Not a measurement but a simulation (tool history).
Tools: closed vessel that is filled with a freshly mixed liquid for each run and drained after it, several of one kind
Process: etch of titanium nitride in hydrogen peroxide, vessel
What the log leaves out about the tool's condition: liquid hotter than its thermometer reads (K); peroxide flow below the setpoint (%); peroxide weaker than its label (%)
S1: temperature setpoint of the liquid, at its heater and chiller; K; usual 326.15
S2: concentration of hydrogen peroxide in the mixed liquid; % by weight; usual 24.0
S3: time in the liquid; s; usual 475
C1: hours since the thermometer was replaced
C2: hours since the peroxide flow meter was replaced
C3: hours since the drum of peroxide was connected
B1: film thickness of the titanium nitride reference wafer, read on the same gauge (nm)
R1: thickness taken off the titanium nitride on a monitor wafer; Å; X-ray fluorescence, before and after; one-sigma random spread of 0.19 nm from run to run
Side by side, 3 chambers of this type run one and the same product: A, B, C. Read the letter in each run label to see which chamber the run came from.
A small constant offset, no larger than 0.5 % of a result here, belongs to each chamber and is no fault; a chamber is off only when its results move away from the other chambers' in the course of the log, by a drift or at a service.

run   hour      S1    S2   S3      C1      C2     C3      B1      R1
 1C   10.7  326.15  24.0  475   660.5   898.8   93.9  70.011  291.18
 2A   25.3  326.15  24.0  475   654.0    94.6  546.0  70.000  284.31
 3B   40.4  326.15  24.0  475  1022.0  1272.3  175.6  70.021  285.23
 4C   52.6  326.15  24.0  475   702.4   940.7  135.8  69.988  289.06
 5B   64.3  326.15  24.0  475  1045.9  1296.2  199.5  70.006  284.00
 6A   78.9  326.15  28.0  475   707.6   148.2  599.6  69.980  296.77
 7B   90.1  326.15  28.0  475  1071.7  1322.0  225.3  70.004  296.23
 8A  102.3  326.15  28.0  475   731.0   171.6  623.0  69.975  298.20
 9C  114.5  326.15  24.0  475   764.3  1002.6  197.7  70.013  296.64
10B  129.1  326.15  24.0  475  1110.7  1361.0  264.3  70.028  287.56
11C  141.8  326.15  24.0  475   791.6  1029.9  225.0  69.993  295.52
12A  154.2  326.15  24.0  475   782.9   223.5  674.9  69.979  283.83
13C  168.3  326.15  24.0  475   818.1  1056.4  251.5  69.972  294.55
14B  184.5  335.65  30.0  475  1166.1  1416.4  319.7  70.007  574.97
15A  195.2  335.65  30.0  475   823.9   264.5  715.9  70.004  583.84
16C  204.7  335.65  30.0  475   854.5  1092.8  287.9  69.992  602.91
17A  220.8  329.65  19.5  475   849.5   290.1  741.5  69.994  353.74
18B  233.2  329.65  19.5  475  1214.8  1465.1  368.4  69.991  349.12
19C  245.8  329.65  19.5  475   895.6  1133.9  329.0  70.000  366.77
20A  261.4  326.15  24.0  475   890.1   330.7  782.1  70.019  285.69
     261.6  -- chamber B: thermometer replaced
21B  268.4  326.15  24.0  475     6.9  1500.3  403.6  70.044  283.70
22B  280.1  321.15  18.5  475    18.6  1512.0  415.3  70.004  189.17
23A  293.8  321.15  18.5  475   922.5   363.1  814.5  70.007  188.26
24C  303.0  321.15  18.5  475   952.8  1191.1  386.2  70.004  202.93
25C  318.0  326.15  24.0  475   967.8  1206.1  401.2  69.992  305.54
26A  328.0  326.15  24.0  475   956.7   397.3  848.7  70.000  286.88
27B  341.7  326.15  26.0  475    80.2  1573.6  476.9  69.971  292.89
28B  356.9  326.15  26.0  475    95.4  1588.8  492.1  70.037  295.14
29C  372.9  326.15  26.0  475  1022.7  1261.0  456.1  69.999  317.63
30A  384.7  326.15  24.0  475  1013.4   454.0  905.4  69.992  284.36
31B  399.3  326.15  19.5  220   137.8  1631.2  534.5  70.001  128.07
     407.8  -- chamber B: new drum of peroxide connected
32C  410.4  326.15  19.5  220  1060.2  1298.5  493.6  69.981  138.81
33A  421.8  326.15  19.5  220  1050.5   491.1  942.5  69.990  127.93
34B  428.9  326.15  24.0  475   167.4  1660.8   21.2  70.004  285.53

Next, every chamber runs the same settings. What will each give?
35A  440.5  326.15  24.0  475                   ?
35B  440.5  326.15  24.0  475                   ?
35C  440.5  326.15  24.0  475                   ?

run      R1
35A  283.84
35B  286.68
35C  311.71
